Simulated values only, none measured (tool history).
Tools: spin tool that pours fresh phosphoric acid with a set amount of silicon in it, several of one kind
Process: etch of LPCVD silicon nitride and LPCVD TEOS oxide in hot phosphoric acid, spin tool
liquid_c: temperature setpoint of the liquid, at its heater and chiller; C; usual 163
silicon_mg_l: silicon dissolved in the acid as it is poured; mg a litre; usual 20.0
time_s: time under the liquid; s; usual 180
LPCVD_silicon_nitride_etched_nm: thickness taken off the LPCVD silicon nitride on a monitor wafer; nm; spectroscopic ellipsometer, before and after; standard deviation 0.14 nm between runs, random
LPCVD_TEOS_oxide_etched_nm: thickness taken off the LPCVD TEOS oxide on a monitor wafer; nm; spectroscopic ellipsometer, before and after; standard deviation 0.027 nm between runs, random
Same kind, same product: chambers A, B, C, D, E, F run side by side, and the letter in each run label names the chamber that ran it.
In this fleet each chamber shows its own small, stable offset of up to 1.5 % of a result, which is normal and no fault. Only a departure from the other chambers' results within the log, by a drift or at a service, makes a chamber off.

run	day	liquid_c	silicon_mg_l	time_s	read-back film thickness of the LPCVD silicon nitride reference wafer, read on the same gauge (nm)	read-back film thickness of the LPCVD TEOS oxide reference wafer, read on the same gauge (nm)	LPCVD_silicon_nitride_etched_nm	LPCVD_TEOS_oxide_etched_nm
1E	0.325	163	20.0	180	110.02	59.995	15.5790	0.90553
2A	0.783	163	20.0	180	109.97	59.983	15.8950	0.98303
3F	1.083	163	20.0	180	109.99	59.996	15.8500	0.93445
4B	1.404	163	20.0	180	110.01	60.013	15.9630	0.88897
5D	1.629	163	20.0	180	109.97	59.991	15.7490	0.90289
6C	1.971	163	20.0	180	110.06	60.003	16.1490	0.85949
7B	2.425	163	20.0	180	110.03	59.973	15.8210	0.86224
8A	2.896	163	20.0	180	109.99	59.986	15.7670	0.93196
9F	3.346	163	20.0	180	109.93	59.964	16.3140	0.92815
10E	3.621	163	31.0	180	110.01	60.002	15.4190	0.64067
11D	3.971	163	31.0	180	109.99	60.047	16.0050	0.65057
12C	4.275	163	31.0	180	110.03	60.024	15.9220	0.61499
13D	4.762	163	31.0	180	110.03	59.996	15.8130	0.62691
14C	5.125	163	31.0	180	110.02	60.024	16.2670	0.62245
15E	5.575	163	31.0	180	110.02	60.033	15.3890	0.60283
16F	6.071	163	32.5	270	109.96	59.984	23.7810	0.91269
# day 6.100: chamber E: dissolved silicon flow meter replaced
17B	6.446	163	32.5	270	110.04	59.994	24.1590	0.84470
# day 6.508: chamber F: thermometer replaced
18A	6.750	163	32.5	270	110.00	60.034	23.9040	0.88451
19D	7.104	163	32.5	270	109.97	60.019	24.0520	0.86903
20B	7.379	163	32.5	270	110.07	60.006	24.1730	0.87345
21E	7.608	163	32.5	270	110.05	59.971	22.7680	0.80863
22F	7.962	163	20.0	180	109.98	59.964	16.1310	0.87678
23C	8.200	163	20.0	180	110.03	59.985	15.8410	0.87601
24A	8.492	163	20.0	180	109.96	60.025	15.8100	0.93452
25F	8.754	163	20.0	180	110.02	59.977	16.0450	0.89858
26E	9.033	163	20.0	180	109.92	60.021	14.8450	0.79488
27A	9.392	163	20.0	180	110.01	59.967	15.6870	0.96994
28B	9.854	163	20.0	180	109.98	60.018	16.0260	0.92339
29D	10.325	163	20.0	180	110.05	59.976	16.0810	0.90487
30C	10.625	165	20.0	100	109.98	60.024	9.3682	0.55050
31C	10.946	165	20.0	100	109.99	60.016	9.4960	0.57838
32A	11.450	165	20.0	100	109.98	60.016	9.6080	0.59275
33B	11.875	165	20.0	100	110.00	59.988	9.4488	0.57134
34E	12.358	165	20.0	100	110.03	60.042	8.7453	0.51284
35F	12.638	165	20.0	100	109.98	60.036	9.4844	0.60034
36D	13.025	163	20.0	180	109.99	59.987	15.8110	0.90468

For the next run the whole fleet of 6 chambers uses the same settings. Give each chamber's results:
37A	13.388	163	8.5	180			?	?
37B	13.388	163	8.5	180			?	?
37C	13.388	163	8.5	180			?	?
37D	13.388	163	8.5	180			?	?
37E	13.388	163	8.5	180			?	?
37F	13.388	163	8.5	180			?	?

run	LPCVD_silicon_nitride_etched_nm	LPCVD_TEOS_oxide_etched_nm
37A	15.6600	1.22060
37B	16.1120	1.22100
37C	15.8810	1.20950
37D	15.5780	1.22290
37E	14.5430	1.02100
37F	15.9830	1.17800
